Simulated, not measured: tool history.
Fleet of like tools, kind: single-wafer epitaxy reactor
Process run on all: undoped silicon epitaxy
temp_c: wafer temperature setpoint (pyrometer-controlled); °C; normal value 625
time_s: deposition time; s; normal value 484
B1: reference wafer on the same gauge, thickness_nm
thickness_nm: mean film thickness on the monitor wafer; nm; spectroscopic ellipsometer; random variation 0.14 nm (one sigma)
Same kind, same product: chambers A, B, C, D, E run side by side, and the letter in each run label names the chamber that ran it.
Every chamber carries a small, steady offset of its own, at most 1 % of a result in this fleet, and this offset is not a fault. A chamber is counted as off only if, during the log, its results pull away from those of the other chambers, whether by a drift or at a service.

{"hour": 2.3, "done": "chamber D: pyrometer calibrated"}
{"run": "1E", "hour": 7.9, "temp_c": 625, "time_s": 484, "B1": 52.584, "thickness_nm": 46.762}
{"run": "2A", "hour": 23.4, "temp_c": 625, "time_s": 484, "B1": 52.608, "thickness_nm": 46.514}
{"run": "3B", "hour": 30.6, "temp_c": 625, "time_s": 484, "B1": 52.599, "thickness_nm": 45.94}
{"run": "4D", "hour": 38.5, "temp_c": 625, "time_s": 484, "B1": 52.6, "thickness_nm": 46.344}
{"run": "5C", "hour": 51.4, "temp_c": 625, "time_s": 484, "B1": 52.616, "thickness_nm": 46.905}
{"run": "6E", "hour": 65.7, "temp_c": 625, "time_s": 484, "B1": 52.651, "thickness_nm": 46.828}
{"run": "7D", "hour": 73.0, "temp_c": 625, "time_s": 484, "B1": 52.564, "thickness_nm": 46.383}
{"run": "8B", "hour": 84.4, "temp_c": 625, "time_s": 484, "B1": 52.569, "thickness_nm": 46.023}
{"hour": 87.9, "done": "chamber E: pyrometer calibrated"}
{"run": "9C", "hour": 94.7, "temp_c": 625, "time_s": 484, "B1": 52.641, "thickness_nm": 46.897}
{"run": "10A", "hour": 108.5, "temp_c": 625, "time_s": 484, "B1": 52.59, "thickness_nm": 46.395}
{"run": "11D", "hour": 119.6, "temp_c": 625, "time_s": 484, "B1": 52.602, "thickness_nm": 46.234}
{"run": "12B", "hour": 132.4, "temp_c": 625, "time_s": 484, "B1": 52.62, "thickness_nm": 46.432}
{"run": "13A", "hour": 143.3, "temp_c": 625, "time_s": 484, "B1": 52.606, "thickness_nm": 46.179}
{"run": "14E", "hour": 152.4, "temp_c": 625, "time_s": 484, "B1": 52.575, "thickness_nm": 46.958}
{"run": "15C", "hour": 161.1, "temp_c": 625, "time_s": 484, "B1": 52.602, "thickness_nm": 46.808}
{"run": "16C", "hour": 174.3, "temp_c": 625, "time_s": 484, "B1": 52.569, "thickness_nm": 46.751}
{"run": "17D", "hour": 184.4, "temp_c": 633, "time_s": 433, "B1": 52.593, "thickness_nm": 50.14}
{"run": "18E", "hour": 197.9, "temp_c": 633, "time_s": 433, "B1": 52.63, "thickness_nm": 50.364}
{"run": "19B", "hour": 207.1, "temp_c": 633, "time_s": 433, "B1": 52.609, "thickness_nm": 49.275}
{"run": "20A", "hour": 218.5, "temp_c": 633, "time_s": 433, "B1": 52.643, "thickness_nm": 49.66}
{"run": "21E", "hour": 226.1, "temp_c": 633, "time_s": 433, "B1": 52.62, "thickness_nm": 50.152}
{"run": "22B", "hour": 237.2, "temp_c": 625, "time_s": 484, "B1": 52.599, "thickness_nm": 46.12}
{"run": "23A", "hour": 246.2, "temp_c": 625, "time_s": 484, "B1": 52.595, "thickness_nm": 46.312}
{"run": "24C", "hour": 259.1, "temp_c": 625, "time_s": 484, "B1": 52.587, "thickness_nm": 46.441}
{"run": "25D", "hour": 266.3, "temp_c": 625, "time_s": 484, "B1": 52.607, "thickness_nm": 46.162}
{"run": "26C", "hour": 273.2, "temp_c": 625, "time_s": 484, "B1": 52.565, "thickness_nm": 46.735}
{"run": "27B", "hour": 288.5, "temp_c": 625, "time_s": 484, "B1": 52.603, "thickness_nm": 46.371}
{"run": "28E", "hour": 296.2, "temp_c": 625, "time_s": 484, "B1": 52.605, "thickness_nm": 46.747}
{"run": "29D", "hour": 309.3, "temp_c": 625, "time_s": 574, "B1": 52.629, "thickness_nm": 54.972}
{"run": "30A", "hour": 317.1, "temp_c": 625, "time_s": 574, "B1": 52.621, "thickness_nm": 54.876}
{"run": "31D", "hour": 327.5, "temp_c": 625, "time_s": 574, "B1": 52.599, "thickness_nm": 55.203}
{"run": "32E", "hour": 340.0, "temp_c": 625, "time_s": 574, "B1": 52.601, "thickness_nm": 55.541}

Decide between three cases: one chamber stands off from its peers, the gauge reading all wafers drifts, or nothing is wrong past each chamber's small offset. Where a chamber is off, say which and what most likely put it there.

All chambers stay in line apart from their small fixed offsets, and the gauge does not drift.
